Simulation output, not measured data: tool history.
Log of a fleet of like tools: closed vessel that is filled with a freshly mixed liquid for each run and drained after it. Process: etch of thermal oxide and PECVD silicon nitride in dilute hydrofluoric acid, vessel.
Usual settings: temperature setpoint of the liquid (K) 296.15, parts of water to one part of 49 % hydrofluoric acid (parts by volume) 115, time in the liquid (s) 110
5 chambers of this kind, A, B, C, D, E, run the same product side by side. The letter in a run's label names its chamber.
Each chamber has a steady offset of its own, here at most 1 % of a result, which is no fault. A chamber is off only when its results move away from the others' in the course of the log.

run,hour,temperature setpoint of the liquid (K),parts of water to one part of 49 % hydrofluoric acid (parts by volume),time in the liquid (s),hours since the thermometer was replaced,hours since the hydrofluoric acid flow meter was replaced,"read-back film thickness of the thermal oxide reference wafer, read on the same gauge (nm)","read-back film thickness of the PECVD silicon nitride reference wafer, read on the same gauge (nm)",thickness taken off the thermal oxide on a monitor wafer (angstrom),thickness taken off the PECVD silicon nitride on a monitor wafer (angstrom)
1C,6.7,296.15,115,110,137.4,547.6,79.979,80.013,43.416,15.296
2A,20.8,296.15,115,110,1325.4,405.9,79.997,80,42.76,15.142
3B,27.9,296.15,115,110,397,590.3,80.013,80.011,42.502,15.561
4E,39.2,296.15,115,110,727.6,1277.6,80.018,80.013,42.859,15.494
5D,47,296.15,115,110,470.9,244.3,79.987,79.992,42.867,15.152
6C,55.5,296.15,115,110,186.2,596.4,80.003,80.012,43.492,15.139
7A,62.6,296.15,115,110,1367.2,447.7,80.003,79.979,42.56,15.522
8E,72.4,296.15,115,110,760.8,1310.8,80.012,80.008,42.753,15.395
9B,85.6,296.15,115,155,454.7,648,80.005,79.992,60.674,21.339
10D,99.9,296.15,115,155,523.8,297.2,79.998,79.998,60.065,21.785
11A,110,296.15,115,155,1414.6,495.1,79.998,80.021,60.505,21.949
12E,121.2,296.15,115,155,809.6,1359.6,79.988,80.008,60.347,21.748
13B,131,296.15,115,155,500.1,693.4,79.98,79.996,60.204,22.072
14C,145.5,300.15,115,55,276.2,686.4,80,80.007,25.08,10.115
15D,158.2,300.15,115,55,582.1,355.5,79.992,80.017,25.163,9.7485
16D,169.3,300.15,115,55,593.2,366.6,80.006,80.022,24.663,9.5362
17C,179,300.15,115,55,309.7,719.9,79.992,79.974,25.223,9.9756
18E,188.5,300.15,115,55,876.9,1426.9,79.99,80.006,25.145,10.082
19B,201.4,296.15,115,110,570.5,763.8,80.012,80.007,42.628,15.213
20A,212.3,296.15,115,110,1516.9,597.4,79.986,80.001,42.754,15.094
21A,220,296.15,115,110,1524.6,605.1,80.021,80.007,42.898,15.022
22E,234.8,296.15,115,110,923.2,1473.2,79.977,79.982,43.043,15.175
23B,246.4,296.15,115,110,615.5,808.8,80.015,79.985,42.802,15.22
24D,258.7,296.15,65,150,682.6,456,80.01,79.994,109.45,34.835
25C,267.9,296.15,65,150,398.6,808.8,79.992,79.996,110.75,35.944
26D,275.8,296.15,65,150,699.7,473.1,80.015,79.987,108.74,35.138
27B,289.1,296.15,65,150,658.2,851.5,80.002,80.015,109.36,36.514
28C,299.8,296.15,65,150,430.5,840.7,79.99,79.98,111.12,36.75
29A,312.9,296.15,115,110,1617.5,698,79.973,80.001,42.513,15.755
30E,319.6,296.15,75,55,1008,1558,80.027,80.007,34.629,11.683

All 5 chambers run these settings next. Forecast each chamber's results:
31A,330.5,296.15,115,150,,,,,?,?
31B,330.5,296.15,115,150,,,,,?,?
31C,330.5,296.15,115,150,,,,,?,?
31D,330.5,296.15,115,150,,,,,?,?
31E,330.5,296.15,115,150,,,,,?,?

run,thickness taken off the thermal oxide on a monitor wafer (angstrom),thickness taken off the PECVD silicon nitride on a monitor wafer (angstrom)
31A,58.378,21.252
31B,58.675,20.795
31C,59.083,20.81
31D,56.296,19.291
31E,58.357,20.91

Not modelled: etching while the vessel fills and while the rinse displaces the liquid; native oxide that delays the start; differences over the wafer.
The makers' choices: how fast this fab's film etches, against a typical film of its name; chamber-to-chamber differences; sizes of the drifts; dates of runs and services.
